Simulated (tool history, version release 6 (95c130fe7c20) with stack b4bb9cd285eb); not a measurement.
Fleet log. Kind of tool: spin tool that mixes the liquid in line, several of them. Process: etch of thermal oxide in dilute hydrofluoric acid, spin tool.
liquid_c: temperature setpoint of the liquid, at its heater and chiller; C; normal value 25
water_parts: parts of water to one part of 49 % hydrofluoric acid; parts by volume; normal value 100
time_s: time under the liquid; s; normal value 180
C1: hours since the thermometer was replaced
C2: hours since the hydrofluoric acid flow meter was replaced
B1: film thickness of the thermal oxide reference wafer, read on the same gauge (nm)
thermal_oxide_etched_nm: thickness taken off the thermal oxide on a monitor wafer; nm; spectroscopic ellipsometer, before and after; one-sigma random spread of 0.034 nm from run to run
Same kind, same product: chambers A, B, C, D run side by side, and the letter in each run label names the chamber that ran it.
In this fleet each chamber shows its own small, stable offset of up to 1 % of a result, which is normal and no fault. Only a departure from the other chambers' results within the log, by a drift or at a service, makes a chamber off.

{"run": "1D", "hour": 4.8, "liquid_c": 25, "water_parts": 100, "time_s": 180, "C1": 1667.1, "C2": 1359.5, "B1": 80.017, "thermal_oxide_etched_nm": 9.008}
{"run": "2A", "hour": 9.3, "liquid_c": 25, "water_parts": 100, "time_s": 180, "C1": 694.5, "C2": 1489.1, "B1": 79.991, "thermal_oxide_etched_nm": 8.9676}
{"run": "3B", "hour": 13.1, "liquid_c": 25, "water_parts": 100, "time_s": 180, "C1": 1794.4, "C2": 1169.2, "B1": 79.97, "thermal_oxide_etched_nm": 8.9752}
{"run": "4C", "hour": 18.2, "liquid_c": 25, "water_parts": 100, "time_s": 180, "C1": 157.7, "C2": 1648.2, "B1": 80.014, "thermal_oxide_etched_nm": 9.0016}
{"run": "5D", "hour": 20.7, "liquid_c": 25, "water_parts": 100, "time_s": 180, "C1": 1683, "C2": 1375.4, "B1": 79.988, "thermal_oxide_etched_nm": 8.9423}
{"run": "6C", "hour": 24.7, "liquid_c": 25, "water_parts": 100, "time_s": 180, "C1": 164.2, "C2": 1654.7, "B1": 79.992, "thermal_oxide_etched_nm": 8.9841}
{"run": "7A", "hour": 27.5, "liquid_c": 25, "water_parts": 100, "time_s": 180, "C1": 712.7, "C2": 1507.3, "B1": 80.016, "thermal_oxide_etched_nm": 8.9767}
{"run": "8B", "hour": 31.2, "liquid_c": 25, "water_parts": 100, "time_s": 180, "C1": 1812.5, "C2": 1187.3, "B1": 79.984, "thermal_oxide_etched_nm": 8.9931}
{"run": "9A", "hour": 34.3, "liquid_c": 25, "water_parts": 100, "time_s": 180, "C1": 719.5, "C2": 1514.1, "B1": 79.971, "thermal_oxide_etched_nm": 8.897}
{"run": "10C", "hour": 36.7, "liquid_c": 25, "water_parts": 100, "time_s": 180, "C1": 176.2, "C2": 1666.7, "B1": 80.019, "thermal_oxide_etched_nm": 9.0515}
{"hour": 37.6, "done": "chamber D: hydrofluoric acid flow meter replaced"}
{"run": "11B", "hour": 39.2, "liquid_c": 25, "water_parts": 100, "time_s": 180, "C1": 1820.5, "C2": 1195.3, "B1": 79.988, "thermal_oxide_etched_nm": 8.9519}
{"run": "12D", "hour": 43.3, "liquid_c": 25, "water_parts": 100, "time_s": 180, "C1": 1705.6, "C2": 5.7, "B1": 80.01, "thermal_oxide_etched_nm": 8.9166}
{"run": "13B", "hour": 45.8, "liquid_c": 25, "water_parts": 100, "time_s": 180, "C1": 1827.1, "C2": 1201.9, "B1": 79.991, "thermal_oxide_etched_nm": 8.889}
{"run": "14C", "hour": 49.2, "liquid_c": 25, "water_parts": 100, "time_s": 180, "C1": 188.7, "C2": 1679.2, "B1": 79.981, "thermal_oxide_etched_nm": 9.0111}
{"run": "15A", "hour": 53.5, "liquid_c": 27, "water_parts": 100, "time_s": 180, "C1": 738.7, "C2": 1533.3, "B1": 79.975, "thermal_oxide_etched_nm": 9.5283}
{"run": "16D", "hour": 56.4, "liquid_c": 27, "water_parts": 100, "time_s": 180, "C1": 1718.7, "C2": 18.8, "B1": 79.98, "thermal_oxide_etched_nm": 9.6669}
{"run": "17A", "hour": 60.3, "liquid_c": 27, "water_parts": 100, "time_s": 180, "C1": 745.5, "C2": 1540.1, "B1": 80.023, "thermal_oxide_etched_nm": 9.6024}
{"run": "18B", "hour": 64.8, "liquid_c": 27, "water_parts": 100, "time_s": 180, "C1": 1846.1, "C2": 1220.9, "B1": 80.016, "thermal_oxide_etched_nm": 9.6965}
{"run": "19C", "hour": 67.2, "liquid_c": 25, "water_parts": 100, "time_s": 180, "C1": 206.7, "C2": 1697.2, "B1": 80.011, "thermal_oxide_etched_nm": 9.0169}
{"run": "20D", "hour": 70.1, "liquid_c": 25, "water_parts": 100, "time_s": 180, "C1": 1732.4, "C2": 32.5, "B1": 80, "thermal_oxide_etched_nm": 8.9557}
{"run": "21A", "hour": 73.1, "liquid_c": 25, "water_parts": 100, "time_s": 180, "C1": 758.3, "C2": 1552.9, "B1": 80.028, "thermal_oxide_etched_nm": 8.7598}
{"run": "22C", "hour": 78.4, "liquid_c": 25, "water_parts": 100, "time_s": 120, "C1": 217.9, "C2": 1708.4, "B1": 79.997, "thermal_oxide_etched_nm": 5.9683}
{"run": "23B", "hour": 81.4, "liquid_c": 25, "water_parts": 100, "time_s": 120, "C1": 1862.7, "C2": 1237.5, "B1": 79.993, "thermal_oxide_etched_nm": 5.9499}
{"run": "24D", "hour": 84.6, "liquid_c": 25, "water_parts": 100, "time_s": 120, "C1": 1746.9, "C2": 47, "B1": 79.997, "thermal_oxide_etched_nm": 5.9358}
{"run": "25C", "hour": 87.6, "liquid_c": 25, "water_parts": 100, "time_s": 120, "C1": 227.1, "C2": 1717.6, "B1": 79.983, "thermal_oxide_etched_nm": 6.0001}
{"run": "26A", "hour": 91.6, "liquid_c": 25, "water_parts": 100, "time_s": 180, "C1": 776.8, "C2": 1571.4, "B1": 79.995, "thermal_oxide_etched_nm": 8.676}
{"run": "27D", "hour": 96.1, "liquid_c": 25, "water_parts": 100, "time_s": 180, "C1": 1758.4, "C2": 58.5, "B1": 79.969, "thermal_oxide_etched_nm": 8.9832}
{"run": "28B", "hour": 99.8, "liquid_c": 29.5, "water_parts": 100, "time_s": 255, "C1": 1881.1, "C2": 1255.9, "B1": 80.023, "thermal_oxide_etched_nm": 15.131}
{"run": "29C", "hour": 102.6, "liquid_c": 29.5, "water_parts": 100, "time_s": 255, "C1": 242.1, "C2": 1732.6, "B1": 79.977, "thermal_oxide_etched_nm": 15.144}
{"run": "30B", "hour": 105.9, "liquid_c": 29.5, "water_parts": 100, "time_s": 255, "C1": 1887.2, "C2": 1262, "B1": 80.004, "thermal_oxide_etched_nm": 15.121}
{"run": "31A", "hour": 110.0, "liquid_c": 29.5, "water_parts": 100, "time_s": 255, "C1": 795.2, "C2": 1589.8, "B1": 80.001, "thermal_oxide_etched_nm": 14.493}
{"run": "32D", "hour": 113.2, "liquid_c": 25, "water_parts": 100, "time_s": 180, "C1": 1775.5, "C2": 75.6, "B1": 80.041, "thermal_oxide_etched_nm": 8.9647}
{"run": "33C", "hour": 116.1, "liquid_c": 25, "water_parts": 100, "time_s": 180, "C1": 255.6, "C2": 1746.1, "B1": 79.973, "thermal_oxide_etched_nm": 9.0525}

Decide between three cases: one chamber stands off from its peers, the gauge reading all wafers drifts, or nothing is wrong past each chamber's small offset. Where a chamber is off, say which and what most likely put it there.

It is chamber A that slowly wanders off from its peers.
Most likely cause: liquid colder than its thermometer reads (K) = 1.14.
The log may not tell that from: hydrofluoric acid flow below the setpoint (%).

Chamber A could run next with any of the 4 candidate recipes listed below; each alters the usual settings, and their results appear as question marks. Which one brings its results back in line with what the other chambers deliver on the usual settings?
Maximum distance from the other chambers' mean on the usual settings for a result to count as in line: thermal_oxide_etched_nm 0.12 nm
{"run": "34A-1", "hour": 119.8, "liquid_c": 24.5, "water_parts": 100, "time_s": 180, "thermal_oxide_etched_nm": "?"}
{"run": "34A-2", "hour": 119.8, "liquid_c": 24, "water_parts": 100, "time_s": 180, "thermal_oxide_etched_nm": "?"}
{"run": "34A-3", "hour": 119.8, "liquid_c": 25.5, "water_parts": 100, "time_s": 180, "thermal_oxide_etched_nm": "?"}
{"run": "34A-4", "hour": 119.8, "liquid_c": 26, "water_parts": 100, "time_s": 180, "thermal_oxide_etched_nm": "?"}

On the usual settings, the other chambers give on average: thermal_oxide_etched_nm 8.9648 nm
run=34A-1 thermal_oxide_etched_nm=8.4111
run=34A-2 thermal_oxide_etched_nm=8.2448
run=34A-3 thermal_oxide_etched_nm=8.7481
run=34A-4 thermal_oxide_etched_nm=8.9187
34A-4 is the one that brings the chamber's results back in line with the other chambers.
